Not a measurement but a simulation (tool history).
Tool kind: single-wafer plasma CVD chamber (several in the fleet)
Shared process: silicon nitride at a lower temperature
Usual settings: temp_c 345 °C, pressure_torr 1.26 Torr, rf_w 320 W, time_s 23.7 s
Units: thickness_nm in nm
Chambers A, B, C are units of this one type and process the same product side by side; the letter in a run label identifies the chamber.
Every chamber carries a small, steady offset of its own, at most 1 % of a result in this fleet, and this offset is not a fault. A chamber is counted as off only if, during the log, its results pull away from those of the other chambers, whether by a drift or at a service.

run	day	temp_c	pressure_torr	rf_w	time_s	read-back reference wafer on the same gauge, thickness_nm	thickness_nm
1C	0.179	345	1.26	320	23.7	29.793	27.119
# day 0.312: chamber A: thermocouple changed; heater temperature recalibrated
2B	0.4	345	1.26	320	23.7	29.783	27.039
3A	0.608	345	1.26	320	23.7	29.771	27.436
4B	0.862	345	1.26	320	23.7	29.761	27.088
5C	0.988	345	1.26	320	23.7	29.76	27.058
6A	1.133	345	1.26	320	23.7	29.754	27.427
7B	1.258	345	1.26	320	23.7	29.746	27.006
8C	1.462	345	1.26	320	23.7	29.742	27.025
9A	1.608	345	1.26	320	23.7	29.733	27.416
10C	1.804	345	1.36	320	21.6	29.723	25.173
11B	2.029	345	1.36	320	21.6	29.702	25.16
12A	2.246	345	1.36	320	21.6	29.693	25.505
13C	2.417	345	1.26	320	23.7	29.693	27.068
14A	2.542	345	1.26	320	23.7	29.691	27.375
15B	2.783	345	1.26	320	23.7	29.664	26.978
16C	2.912	345	1.26	320	23.7	29.663	26.949
17B	3.108	345	1.26	320	23.7	29.665	27.002
18A	3.254	345	1.26	320	23.7	29.646	27.357
19B	3.4	332	1.26	320	23.7	29.643	27.128
20C	3.529	332	1.26	320	23.7	29.64	27.069

Has any chamber moved away from the others, gradually or after a service, or does the common gauge drift, or do the chambers differ only by their own small steady offsets? State the chamber and the most likely cause if one applies.

No chamber is off; the gauge reading every chamber's wafers drifts, which makes the whole fleet appear to move together.
Most likely cause: gauge reads low (%) = 0.559.
